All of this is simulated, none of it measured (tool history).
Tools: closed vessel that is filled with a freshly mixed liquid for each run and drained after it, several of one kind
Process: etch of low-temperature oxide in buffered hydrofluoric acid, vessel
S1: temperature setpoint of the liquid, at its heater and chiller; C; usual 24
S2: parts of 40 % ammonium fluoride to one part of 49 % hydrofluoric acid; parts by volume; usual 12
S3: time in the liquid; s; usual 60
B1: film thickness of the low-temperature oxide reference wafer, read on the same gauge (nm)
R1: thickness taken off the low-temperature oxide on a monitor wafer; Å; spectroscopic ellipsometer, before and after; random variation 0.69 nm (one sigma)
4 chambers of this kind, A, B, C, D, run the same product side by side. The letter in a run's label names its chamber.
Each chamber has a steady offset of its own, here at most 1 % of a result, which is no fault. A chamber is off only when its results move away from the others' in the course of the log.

run	hour	S1	S2	S3	B1	R1
1C	7.4	24	12	60	120.02	1638
2D	12.2	24	12	60	120.02	1609.2
3B	17.2	24	12	60	119.97	1599.2
4A	21.7	24	12	60	120.03	1603.9
5B	28.6	24	12	60	119.98	1604.4
6C	35.2	24	12	60	120.04	1635.7
7A	40.4	22.5	15	60	120.02	1192.2
8D	47.2	22.5	15	60	120.04	1187.2
9D	51.9	22.5	15	60	120	1187.7
10A	58.4	22.5	15	60	120.01	1192.3
11B	64.5	24	12	60	120.02	1599
12C	71.3	24	12	60	120.02	1622.7
13D	78.8	24	12	60	120.01	1599.2
14B	83.9	24	12	60	120.02	1608.7
15A	88.7	24	12	60	120.02	1597.5
16C	95.5	24	12	85	120.02	2322.7
17C	103.2	24	12	85	119.99	2321.1
18B	109.5	24	12	85	119.99	2264.1
19A	117.1	24	12	85	119.99	2285.4
20D	122.3	24	12	60	119.98	1588.8
21B	129.3	24	12	60	120	1604.5
22D	136.3	24	12	60	120.01	1585.4
23A	141.2	24	12	60	119.98	1624.2
24C	148.5	24	12	60	119.99	1625.6
25C	154.2	24	12	60	120	1639.5
26D	160.7	24	12	60	119.99	1591.8
27A	165.4	24	12	60	120.02	1605.7
28B	173.3	24	12	60	120	1602.1
29D	181.2	24	12	60	120	1584.2
30A	187.5	24	12	60	119.99	1600.1
31C	193.2	24	12	60	119.98	1630.5
32B	198.7	24	12	60	120	1605.2
33B	206.4	24	12	60	119.99	1613.8
34C	214.6	24	12	60	120.01	1632.1

What goes on in this fleet: one chamber off, a drifting gauge, or nothing beyond the chambers' own small offsets? Name the chamber and the cause, if any.

Chamber D drifts away from the others.
Cause: liquid colder than its thermometer reads (K) = 0.504.
The log may not tell that from: hydrofluoric acid flow below the setpoint (%).

Here are 4 candidates for chamber D's next run, each the usual settings with a change, their results left as question marks. Which one brings its results back in line with what the others give on the usual settings?
In line means no further than this from the other chambers' mean on the usual settings: R1 24 Å
35D-1	220.6	23	12	60		?
35D-2	220.6	23.5	12	60		?
35D-3	220.6	25	12	60		?
35D-4	220.6	24.5	12	60		?

The other chambers' mean on the usual settings: R1 1617 Å
run	R1
35D-1	1485.9
35D-2	1526.5
35D-3	1655.1
35D-4	1611.5
35D-4 brings the chamber back in line.
